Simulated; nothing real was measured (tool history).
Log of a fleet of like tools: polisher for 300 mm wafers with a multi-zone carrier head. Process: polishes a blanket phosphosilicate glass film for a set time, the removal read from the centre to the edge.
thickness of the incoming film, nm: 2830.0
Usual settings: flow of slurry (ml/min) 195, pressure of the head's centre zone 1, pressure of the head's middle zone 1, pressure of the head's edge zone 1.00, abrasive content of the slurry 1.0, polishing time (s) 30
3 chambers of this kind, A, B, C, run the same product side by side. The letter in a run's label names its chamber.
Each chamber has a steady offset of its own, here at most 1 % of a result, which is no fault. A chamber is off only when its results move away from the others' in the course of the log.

run,hour,flow of slurry (ml/min),pressure of the head's centre zone,pressure of the head's middle zone,pressure of the head's edge zone,abrasive content of the slurry,polishing time (s),film removed at the wafer's centre (nm),film removed at mid-radius (nm),film removed at the wafer's edge (nm)
1C,5.1,195,1,1,1.00,1.0,30,361.23,370.03,361.81
2A,8.4,195,1,1,1.00,1.0,30,361.73,359.01,364.51
3B,12.1,195,1,1,1.00,1.0,30,367.48,364.59,369.00
4B,17.1,195,1,1,1.00,1.0,30,367.18,363.05,359.39
5A,20.2,195,1,1,1.00,1.0,30,363.16,362.55,367.52
# hour 24.2: chamber C: worn pad replaced by a new one
6C,25.8,195,1,1,0.96,1.2,30,393.75,399.40,381.50
7A,28.4,195,1,1,0.96,1.2,30,389.76,393.68,395.02
8B,32.5,195,1,1,0.96,1.2,30,395.99,386.82,383.19
9C,37.3,195,1,1,1.00,1.0,30,360.24,366.25,360.89
10C,40.6,195,1,1,1.00,1.0,30,356.65,362.91,363.53
11A,44.5,195,1,1,1.00,1.0,30,363.46,361.04,373.45
12B,47.5,220,1,1,1.00,1.0,30,374.67,366.26,360.48
13A,52.7,220,1,1,1.00,1.0,30,374.98,362.78,367.28
14C,55.6,220,1,1,1.00,1.0,30,371.16,374.61,357.19
15B,60.4,195,1,1,1.00,1.0,30,367.39,360.23,366.02
16A,65.9,195,1,1,1.00,1.0,30,365.46,360.80,368.40
# hour 68.2: chamber B: worn pad replaced by a new one
17C,69.9,230,1,1,1.00,1.0,30,367.79,369.44,362.06
18B,74.2,230,1,1,1.00,1.0,30,376.20,372.73,368.30
# hour 74.3: chamber A: centre zone pressure recalibrated
# hour 77.5: chamber A: worn pad replaced by a new one
# hour 77.6: chamber A: slurry nozzle cleaned
19C,79.3,230,1,1,1.00,1.0,30,375.90,371.07,365.79
20B,84.5,130,1,1,1.00,1.0,30,338.91,337.59,344.53
21A,90.2,130,1,1,1.00,1.0,30,334.53,344.36,349.75
# hour 93.2: chamber B: centre zone pressure recalibrated
22A,94.7,130,1,1,1.00,1.0,30,336.14,335.85,352.80
23C,99.2,195,1,1,1.00,1.0,30,361.53,367.06,353.24
24B,103.1,195,1,1,1.00,1.0,30,365.43,362.91,362.04
25C,107.2,195,1,1,1.00,1.0,30,363.96,366.78,355.19
26A,111.4,195,1,1,1.00,1.0,30,364.96,365.45,369.31
27B,116.2,195,1,1,1.00,1.0,30,369.95,362.23,369.06
28B,119.9,195,1,1,1.00,1.0,30,363.32,365.39,352.86
29A,122.8,195,1,1,1.00,1.0,30,365.86,364.72,364.42
30C,126.4,195,1,1,1.00,1.0,30,357.75,371.63,363.44
31B,129.6,195,1,1,1.00,1.0,30,368.58,363.11,362.34
32A,134.2,195,1,1,1.00,1.0,30,363.49,362.47,366.91
33C,138.7,195,1,1,1.00,1.0,30,363.40,364.94,364.63
34C,141.8,195,1,1,1.00,1.0,25,299.01,306.17,300.89
# hour 143.3: chamber C: worn pad replaced by a new one
35A,145.9,195,1,1,1.00,1.0,25,304.00,300.31,306.61
36B,150.9,195,1,1,1.00,1.0,25,308.17,303.58,300.83
37B,154.3,195,1,1,1.00,1.0,30,363.27,358.93,361.77
38C,156.9,195,1,1,1.00,1.0,30,358.79,359.80,366.66
39A,162.2,195,1,1,1.00,1.0,30,359.08,364.45,368.93

Next, every chamber runs the same settings. What will each give?
40A,166.3,195,1,1,1.00,1.0,30,?,?,?
40B,166.3,195,1,1,1.00,1.0,30,?,?,?
40C,166.3,195,1,1,1.00,1.0,30,?,?,?

run,film removed at the wafer's centre (nm),film removed at mid-radius (nm),film removed at the wafer's edge (nm)
40A,362.90,360.37,364.54
40B,365.73,364.74,365.09
40C,361.34,366.00,361.58
